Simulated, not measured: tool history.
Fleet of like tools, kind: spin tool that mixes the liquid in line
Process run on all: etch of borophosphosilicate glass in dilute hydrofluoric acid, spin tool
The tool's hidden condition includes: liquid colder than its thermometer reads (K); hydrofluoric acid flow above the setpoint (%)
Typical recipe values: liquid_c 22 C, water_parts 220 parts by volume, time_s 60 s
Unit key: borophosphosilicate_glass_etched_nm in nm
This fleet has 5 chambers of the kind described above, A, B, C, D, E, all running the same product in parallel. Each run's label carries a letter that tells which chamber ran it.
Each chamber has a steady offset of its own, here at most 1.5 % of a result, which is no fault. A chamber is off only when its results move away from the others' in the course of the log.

run	hour	liquid_c	water_parts	time_s	hours since the thermometer was replaced	hours since the hydrofluoric acid flow meter was replaced	read-back film thickness of the borophosphosilicate glass reference wafer, read on the same gauge (nm)	borophosphosilicate_glass_etched_nm
1E	6.6	22	220	60	766.8	1197.8	89.984	11.1000
2D	12.1	22	220	60	650.1	1026.3	90.009	10.8250
3A	19.5	22	220	60	666.0	1448.6	90.002	10.8410
4C	25.8	22	220	60	1226.0	707.1	90.003	11.1240
# hour 26.9: chamber C: hydrofluoric acid flow meter replaced
5B	31.7	22	220	60	444.4	410.5	90.018	10.8750
6C	37.7	22	220	60	1237.9	10.9	90.004	11.0550
7B	42.2	22	220	60	454.9	421.0	89.977	10.7710
8E	50.8	22	220	60	811.0	1242.0	89.984	11.0970
# hour 55.0: chamber A: hydrofluoric acid flow meter replaced
9D	55.5	22	290	40	693.5	1069.7	89.988	5.1745
10A	63.2	22	290	40	709.7	8.3	89.979	5.1158
11C	71.3	22	290	40	1271.5	44.5	89.969	5.2277
12A	78.9	22	290	40	725.4	24.0	89.999	5.1400
13E	83.4	22	290	40	843.6	1274.6	89.993	5.1918
14D	92.4	22	220	60	730.4	1106.6	89.989	10.9950
15B	99.6	22	220	60	512.3	478.4	89.980	10.6340
16B	106.3	22	220	60	519.0	485.1	89.997	10.6130
17A	113.3	22	220	60	759.8	58.4	90.014	10.9340
18C	118.9	22	220	60	1319.1	92.1	90.000	10.9460
19E	126.0	22	220	60	886.2	1317.2	90.012	11.0100
20D	131.5	20	220	60	769.5	1145.7	89.998	10.1720
21E	139.2	20	220	60	899.4	1330.4	90.003	10.2480
22D	147.3	20	220	60	785.3	1161.5	89.997	10.1750
23A	152.2	20	220	60	798.7	97.3	89.996	10.0650
24C	156.6	20	220	60	1356.8	129.8	90.021	10.2940
25B	164.9	22	220	60	577.6	543.7	89.995	10.4800
# hour 167.8: chamber D: hydrofluoric acid flow meter replaced
26D	172.0	22	220	60	810.0	4.2	89.989	10.8870
27C	176.5	22	220	60	1376.7	149.7	90.009	10.9750
28A	184.0	22	220	60	830.5	129.1	90.008	10.8490
29E	190.1	22	220	60	950.3	1381.3	90.011	10.9870
30B	196.6	22	220	60	609.3	575.4	90.000	10.2790
31D	201.8	22	220	60	839.8	34.0	90.001	10.7990
32E	210.4	22	220	60	970.6	1401.6	89.996	11.0970
33C	218.2	22	220	60	1418.4	191.4	89.993	10.9920
34B	225.9	22	220	60	638.6	604.7	89.989	10.3380
35A	230.2	22	220	60	876.7	175.3	90.013	10.8530
36C	234.8	22	220	60	1435.0	208.0	90.007	11.0610
37D	242.1	22	220	60	880.1	74.3	89.996	10.9350
38B	250.0	22	220	60	662.7	628.8	89.981	10.1230
39A	258.8	22	220	60	905.3	203.9	90.009	10.8860
40E	266.8	22	220	60	1027.0	1458.0	89.986	11.0340

Each of the 5 chambers runs these same settings next. Fill in every chamber's results:
41A	273.2	22	220	75				?
41B	273.2	22	220	75				?
41C	273.2	22	220	75				?
41D	273.2	22	220	75				?
41E	273.2	22	220	75				?

run	borophosphosilicate_glass_etched_nm
41A	13.5900
41B	12.6020
41C	13.7380
41D	13.6460
41E	13.8760

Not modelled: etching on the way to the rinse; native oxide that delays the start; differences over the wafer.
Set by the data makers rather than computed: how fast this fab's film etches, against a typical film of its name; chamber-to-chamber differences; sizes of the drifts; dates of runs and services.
